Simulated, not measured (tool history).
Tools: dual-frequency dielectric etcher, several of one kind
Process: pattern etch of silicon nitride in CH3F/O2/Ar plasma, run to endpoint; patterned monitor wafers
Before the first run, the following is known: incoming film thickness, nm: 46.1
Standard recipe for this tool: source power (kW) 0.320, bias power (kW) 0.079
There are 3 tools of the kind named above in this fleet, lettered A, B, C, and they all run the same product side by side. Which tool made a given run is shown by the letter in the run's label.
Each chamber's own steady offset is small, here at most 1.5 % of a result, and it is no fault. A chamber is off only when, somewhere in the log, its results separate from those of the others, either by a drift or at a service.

| run | hour | source power (kW) | bias power (kW) | endpoint time (s) |
|---|---|---|---|---|
| 1C | 2.8 | 0.320 | 0.079 | 70.471 |
| 2A | 5.8 | 0.320 | 0.079 | 69.267 |
| 3B | 8.7 | 0.320 | 0.079 | 69.988 |
| 4B | 13.9 | 0.320 | 0.079 | 69.848 |
| 5A | 19.1 | 0.320 | 0.079 | 68.738 |
| 6C | 22.0 | 0.320 | 0.091 | 66.499 |
| 7B | 25.2 | 0.320 | 0.091 | 66.006 |
| 8C | 27.8 | 0.320 | 0.091 | 66.620 |
| 9A | 32.6 | 0.320 | 0.079 | 69.607 |
| 10A | 35.6 | 0.320 | 0.079 | 69.305 |
| 11C | 37.8 | 0.290 | 0.079 | 72.399 |
| 12B | 40.9 | 0.290 | 0.079 | 73.171 |
| 13A | 44.8 | 0.290 | 0.079 | 72.436 |
|  | 48.2 | chamber A: bias power generator calibrated |
| 14C | 48.5 | 0.320 | 0.089 | 66.958 |
| 15B | 51.9 | 0.320 | 0.089 | 67.324 |
| 16C | 54.6 | 0.320 | 0.089 | 66.930 |
| 17A | 57.6 | 0.320 | 0.079 | 70.883 |
| 18B | 61.1 | 0.320 | 0.092 | 65.676 |
| 19C | 64.5 | 0.320 | 0.092 | 66.017 |
| 20A | 69.5 | 0.320 | 0.092 | 66.245 |
| 21B | 72.5 | 0.320 | 0.079 | 69.580 |
| 22C | 74.8 | 0.320 | 0.079 | 69.733 |
| 23A | 78.2 | 0.320 | 0.079 | 70.577 |
| 24B | 80.5 | 0.320 | 0.079 | 70.686 |
| 25A | 83.9 | 0.320 | 0.079 | 70.099 |
| 26B | 86.8 | 0.320 | 0.079 | 69.774 |
| 27C | 90.2 | 0.390 | 0.068 | 68.274 |
| 28C | 94.5 | 0.390 | 0.068 | 68.084 |
| 29A | 98.3 | 0.390 | 0.068 | 69.022 |
| 30B | 102.0 | 0.320 | 0.079 | 69.459 |
| 31A | 106.3 | 0.320 | 0.061 | 77.899 |
| 32C | 108.7 | 0.320 | 0.061 | 76.207 |
| 33B | 113.4 | 0.320 | 0.061 | 76.092 |
| 34C | 117.1 | 0.320 | 0.079 | 70.748 |
| 35A | 122.2 | 0.240 | 0.060 | 87.575 |

Next, all 3 chambers run the settings below, one line each with question marks for the results. What does each chamber give?
| 36A | 125.9 | 0.320 | 0.079 | ? |
| 36B | 125.9 | 0.320 | 0.079 | ? |
| 36C | 125.9 | 0.320 | 0.079 | ? |

| run | endpoint time (s) |
|---|---|
| 36A | 71.829 |
| 36B | 70.157 |
| 36C | 69.659 |
